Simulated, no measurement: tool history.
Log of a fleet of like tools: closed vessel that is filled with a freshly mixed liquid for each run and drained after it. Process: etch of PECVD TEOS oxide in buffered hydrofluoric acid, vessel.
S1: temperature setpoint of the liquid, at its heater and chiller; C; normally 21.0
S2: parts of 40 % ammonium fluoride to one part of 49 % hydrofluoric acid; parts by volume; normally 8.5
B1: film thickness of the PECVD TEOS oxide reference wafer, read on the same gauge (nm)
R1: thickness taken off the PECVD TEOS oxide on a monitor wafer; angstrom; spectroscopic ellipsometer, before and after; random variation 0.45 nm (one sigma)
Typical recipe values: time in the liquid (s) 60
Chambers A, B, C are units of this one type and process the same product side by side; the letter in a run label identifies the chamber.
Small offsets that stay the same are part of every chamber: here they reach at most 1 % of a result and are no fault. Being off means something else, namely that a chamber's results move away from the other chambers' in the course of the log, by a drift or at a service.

{"hour": 9.1, "done": "chamber A: thermometer replaced"}
{"run": "1A", "hour": 9.2, "S1": 21.0, "S2": 8.5, "time in the liquid (s)": 60, "B1": 110.0, "R1": 1060.2}
{"run": "2C", "hour": 17.3, "S1": 21.0, "S2": 8.5, "time in the liquid (s)": 60, "B1": 110.0, "R1": 1061.8}
{"run": "3B", "hour": 22.2, "S1": 21.0, "S2": 8.5, "time in the liquid (s)": 60, "B1": 109.98, "R1": 1062.3}
{"run": "4C", "hour": 27.6, "S1": 21.0, "S2": 8.5, "time in the liquid (s)": 60, "B1": 110.01, "R1": 1060.8}
{"run": "5B", "hour": 34.6, "S1": 21.0, "S2": 8.5, "time in the liquid (s)": 60, "B1": 109.97, "R1": 1061.1}
{"run": "6A", "hour": 42.5, "S1": 17.5, "S2": 8.5, "time in the liquid (s)": 60, "B1": 109.99, "R1": 870.09}
{"run": "7B", "hour": 52.0, "S1": 17.5, "S2": 8.5, "time in the liquid (s)": 60, "B1": 109.99, "R1": 877.13}
{"run": "8C", "hour": 57.9, "S1": 17.5, "S2": 8.5, "time in the liquid (s)": 60, "B1": 109.96, "R1": 871.32}
{"run": "9A", "hour": 65.8, "S1": 21.0, "S2": 8.5, "time in the liquid (s)": 60, "B1": 109.98, "R1": 1066.2}
{"run": "10C", "hour": 74.9, "S1": 21.0, "S2": 8.5, "time in the liquid (s)": 60, "B1": 109.96, "R1": 1058.0}
{"run": "11A", "hour": 79.9, "S1": 21.0, "S2": 8.5, "time in the liquid (s)": 60, "B1": 110.03, "R1": 1065.1}
{"run": "12B", "hour": 87.2, "S1": 21.0, "S2": 8.5, "time in the liquid (s)": 60, "B1": 110.02, "R1": 1065.4}
{"run": "13B", "hour": 91.9, "S1": 21.0, "S2": 8.5, "time in the liquid (s)": 60, "B1": 109.99, "R1": 1065.5}
{"run": "14A", "hour": 96.6, "S1": 21.0, "S2": 8.5, "time in the liquid (s)": 60, "B1": 109.99, "R1": 1055.9}
{"run": "15C", "hour": 101.7, "S1": 19.5, "S2": 6.0, "time in the liquid (s)": 60, "B1": 110.03, "R1": 1374.4}
{"run": "16C", "hour": 106.9, "S1": 19.5, "S2": 6.0, "time in the liquid (s)": 60, "B1": 110.0, "R1": 1363.9}
{"run": "17B", "hour": 114.4, "S1": 19.5, "S2": 6.0, "time in the liquid (s)": 60, "B1": 110.01, "R1": 1375.4}
{"run": "18A", "hour": 123.0, "S1": 21.0, "S2": 8.5, "time in the liquid (s)": 60, "B1": 109.98, "R1": 1063.0}
{"run": "19C", "hour": 130.1, "S1": 21.0, "S2": 8.5, "time in the liquid (s)": 60, "B1": 110.0, "R1": 1062.1}
{"run": "20B", "hour": 134.4, "S1": 21.0, "S2": 8.5, "time in the liquid (s)": 60, "B1": 110.0, "R1": 1065.8}
{"run": "21A", "hour": 142.2, "S1": 17.0, "S2": 8.5, "time in the liquid (s)": 60, "B1": 110.04, "R1": 849.04}
{"run": "22C", "hour": 147.2, "S1": 17.0, "S2": 8.5, "time in the liquid (s)": 60, "B1": 110.0, "R1": 848.86}
{"hour": 153.2, "done": "chamber C: thermometer replaced"}
{"run": "23B", "hour": 153.6, "S1": 17.0, "S2": 8.5, "time in the liquid (s)": 60, "B1": 110.02, "R1": 830.71}
{"run": "24A", "hour": 162.7, "S1": 17.5, "S2": 11.0, "time in the liquid (s)": 60, "B1": 109.99, "R1": 699.26}
{"run": "25A", "hour": 169.1, "S1": 17.5, "S2": 11.0, "time in the liquid (s)": 60, "B1": 110.04, "R1": 698.44}
{"run": "26C", "hour": 173.2, "S1": 17.5, "S2": 11.0, "time in the liquid (s)": 60, "B1": 110.01, "R1": 695.14}
{"run": "27B", "hour": 177.6, "S1": 21.0, "S2": 11.0, "time in the liquid (s)": 50, "B1": 110.02, "R1": 692.68}
{"run": "28B", "hour": 184.0, "S1": 21.0, "S2": 11.0, "time in the liquid (s)": 50, "B1": 110.0, "R1": 693.81}
{"run": "29A", "hour": 189.7, "S1": 21.0, "S2": 11.0, "time in the liquid (s)": 50, "B1": 110.02, "R1": 713.66}
{"run": "30C", "hour": 194.1, "S1": 25.0, "S2": 5.0, "time in the liquid (s)": 60, "B1": 110.04, "R1": 2180.4}
{"run": "31B", "hour": 200.1, "S1": 25.0, "S2": 5.0, "time in the liquid (s)": 60, "B1": 110.0, "R1": 2074.8}
{"run": "32C", "hour": 204.4, "S1": 25.0, "S2": 5.0, "time in the liquid (s)": 60, "B1": 110.01, "R1": 2185.7}
{"hour": 205.0, "done": "chamber A: hydrofluoric acid flow meter replaced"}
{"run": "33A", "hour": 209.7, "S1": 21.0, "S2": 8.5, "time in the liquid (s)": 60, "B1": 109.99, "R1": 1064.5}
{"run": "34A", "hour": 218.0, "S1": 21.0, "S2": 8.5, "time in the liquid (s)": 60, "B1": 110.0, "R1": 1073.8}
{"run": "35C", "hour": 224.5, "S1": 21.0, "S2": 8.5, "time in the liquid (s)": 60, "B1": 109.99, "R1": 1066.5}
{"run": "36B", "hour": 232.6, "S1": 21.0, "S2": 8.5, "time in the liquid (s)": 60, "B1": 110.0, "R1": 1017.9}
{"run": "37B", "hour": 237.1, "S1": 21.0, "S2": 8.5, "time in the liquid (s)": 60, "B1": 110.01, "R1": 1013.5}
{"run": "38C", "hour": 245.0, "S1": 21.0, "S2": 8.5, "time in the liquid (s)": 60, "B1": 110.02, "R1": 1058.4}

The same settings go to every chamber for the next run, one line per chamber below. Forecast the results for each:
{"run": "39A", "hour": 251.8, "S1": 21.0, "S2": 10.5, "time in the liquid (s)": 60, "R1": "?"}
{"run": "39B", "hour": 251.8, "S1": 21.0, "S2": 10.5, "time in the liquid (s)": 60, "R1": "?"}
{"run": "39C", "hour": 251.8, "S1": 21.0, "S2": 10.5, "time in the liquid (s)": 60, "R1": "?"}

run=39A R1=897.55
run=39B R1=847.75
run=39C R1=889.93
